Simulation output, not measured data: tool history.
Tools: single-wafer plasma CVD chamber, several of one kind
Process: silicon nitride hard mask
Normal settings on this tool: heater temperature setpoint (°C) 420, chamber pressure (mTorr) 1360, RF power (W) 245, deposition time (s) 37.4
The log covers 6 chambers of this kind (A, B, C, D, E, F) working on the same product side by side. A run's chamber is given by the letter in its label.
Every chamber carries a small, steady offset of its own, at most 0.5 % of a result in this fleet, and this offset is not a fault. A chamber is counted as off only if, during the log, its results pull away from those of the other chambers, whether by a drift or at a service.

run   hour  heater temperature setpoint (°C)  chamber pressure (mTorr)  RF power (W)  deposition time (s)  hours since the last thermocouple change  hours since the last RF generator calibration  hours since the last manometer calibration  read-back reference wafer on the same gauge, thickness_nm  mean film thickness on the monitor wafer (Å)
 1F    7.5                               420                      1360           245                 37.4                                     672.6                                          961.8                                       855.7                                                     35.918                                        352.10
 2B   14.3                               420                      1360           245                 37.4                                     367.7                                           89.9                                       883.4                                                     35.891                                        356.25
 3D   23.1                               420                      1360           245                 37.4                                    1157.9                                         1681.3                                      2382.6                                                     35.885                                        356.75
 4A   31.8                               420                      1360           245                 37.4                                    1381.6                                          862.1                                       688.8                                                     35.898                                        349.66
 5C   39.1                               420                      1360           245                 37.4                                    1023.4                                          913.9                                       919.3                                                     35.903                                        354.81
 6E   45.7                               420                      1360           245                 37.4                                     687.3                                         1441.4                                      1142.4                                                     35.894                                        355.98
 7B   50.3                               420                      1360           245                 37.4                                     403.7                                          125.9                                       919.4                                                     35.894                                        355.85
 8C   58.8                               420                      1360           245                 37.4                                    1043.1                                          933.6                                       939.0                                                     35.873                                        352.68
 9F   66.1                               420                      1360           245                 37.4                                     731.2                                         1020.4                                       914.3                                                     35.903                                        352.47
10E   71.2                               420                      1680           290                 37.4                                     712.8                                         1466.9                                      1167.9                                                     35.882                                        427.24
11D   79.1                               420                      1680           290                 37.4                                    1213.9                                         1737.3                                      2438.6                                                     35.912                                        425.23
12A   86.6                               420                      1680           290                 37.4                                    1436.4                                          916.9                                       743.6                                                     35.903                                        423.68
13F   95.0                               420                      1680           290                 37.4                                     760.1                                         1049.3                                       943.2                                                     35.927                                        425.45
14B  100.6                               420                      1680           290                 37.4                                     454.0                                          176.2                                       969.7                                                     35.920                                        423.81
15A  105.2                               420                      1680           290                 37.4                                    1455.0                                          935.5                                       762.2                                                     35.889                                        418.63
16D  112.1                               420                      1360           245                 37.4                                    1246.9                                         1770.3                                      2471.6                                                     35.847                                        353.48
17E  120.8                               420                      1360           245                 37.4                                     762.4                                         1516.5                                      1217.5                                                     35.860                                        355.18
18C  128.1                               420                      1360           245                 37.4                                    1112.4                                         1002.9                                      1008.3                                                     35.896                                        352.95
19D  134.7                               420                      1360           245                 33.6                                    1269.5                                         1792.9                                      2494.2                                                     35.914                                        318.86
     138.8  -- chamber D: capacitance manometer re-zeroed and calibrated
20E  139.5                               420                      1360           245                 33.6                                     781.1                                         1535.2                                      1236.2                                                     35.891                                        321.91
21B  148.5                               420                      1360           245                 33.6                                     501.9                                          224.1                                      1017.6                                                     35.859                                        319.41
22A  157.2                               420                      1360           245                 33.6                                    1507.0                                          987.5                                       814.2                                                     35.878                                        317.50
23F  162.5                               420                      1360           245                 33.6                                     827.6                                         1116.8                                      1010.7                                                     35.881                                        317.80
24C  169.7                               420                      1360           245                 33.6                                    1154.0                                         1044.5                                      1049.9                                                     35.902                                        318.06
25F  176.8                               420                      1360           290                 37.4                                     841.9                                         1131.1                                      1025.0                                                     35.889                                        399.66
26A  186.0                               420                      1360           290                 37.4                                    1535.8                                         1016.3                                       843.0                                                     35.902                                        395.70
27D  194.0                               420                      1360           290                 37.4                                    1328.8                                         1852.2                                        55.2                                                     35.884                                        406.32
28B  202.4                               420                      1360           290                 37.4                                     555.8                                          278.0                                      1071.5                                                     35.886                                        402.43
29C  209.8                               420                      1360           290                 37.4                                    1194.1                                         1084.6                                      1090.0                                                     35.889                                        397.07
30E  215.9                               420                      1360           290                 37.4                                     857.5                                         1611.6                                      1312.6                                                     35.910                                        400.51
31D  224.3                               420                      1360           245                 37.4                                    1359.1                                         1882.5                                        85.5                                                     35.872                                        363.74
32F  228.5                               420                      1360           245                 37.4                                     893.6                                         1182.8                                      1076.7                                                     35.874                                        353.13
33E  233.4                               420                      1360           245                 37.4                                     875.0                                         1629.1                                      1330.1                                                     35.909                                        355.59
34A  240.4                               420                      1130           245                 43.4                                    1590.2                                         1070.7                                       897.4                                                     35.877                                        386.60
35C  245.1                               420                      1130           245                 43.4                                    1229.4                                         1119.9                                      1125.3                                                     35.916                                        387.34
36B  253.2                               420                      1130           245                 43.4                                     606.6                                          328.8                                      1122.3                                                     35.905                                        390.12
37E  257.5                               420                      1130           245                 43.4                                     899.1                                         1653.2                                      1354.2                                                     35.848                                        387.78
38D  262.1                               420                      1130           245                 43.4                                    1396.9                                         1920.3                                       123.3                                                     35.936                                        396.34

The same settings go to every chamber for the next run, one line per chamber below. Forecast the results for each:
39A  268.8                               420                      1360           245                 37.4                                                                                                                                                                                                                                             ?
39B  268.8                               420                      1360           245                 37.4                                                                                                                                                                                                                                             ?
39C  268.8                               420                      1360           245                 37.4                                                                                                                                                                                                                                             ?
39D  268.8                               420                      1360           245                 37.4                                                                                                                                                                                                                                             ?
39E  268.8                               420                      1360           245                 37.4                                                                                                                                                                                                                                             ?
39F  268.8                               420                      1360           245                 37.4                                                                                                                                                                                                                                             ?

run  mean film thickness on the monitor wafer (Å)
39A                                        352.72
39B                                        355.94
39C                                        354.54
39D                                        361.27
39E                                        356.14
39F                                        353.09

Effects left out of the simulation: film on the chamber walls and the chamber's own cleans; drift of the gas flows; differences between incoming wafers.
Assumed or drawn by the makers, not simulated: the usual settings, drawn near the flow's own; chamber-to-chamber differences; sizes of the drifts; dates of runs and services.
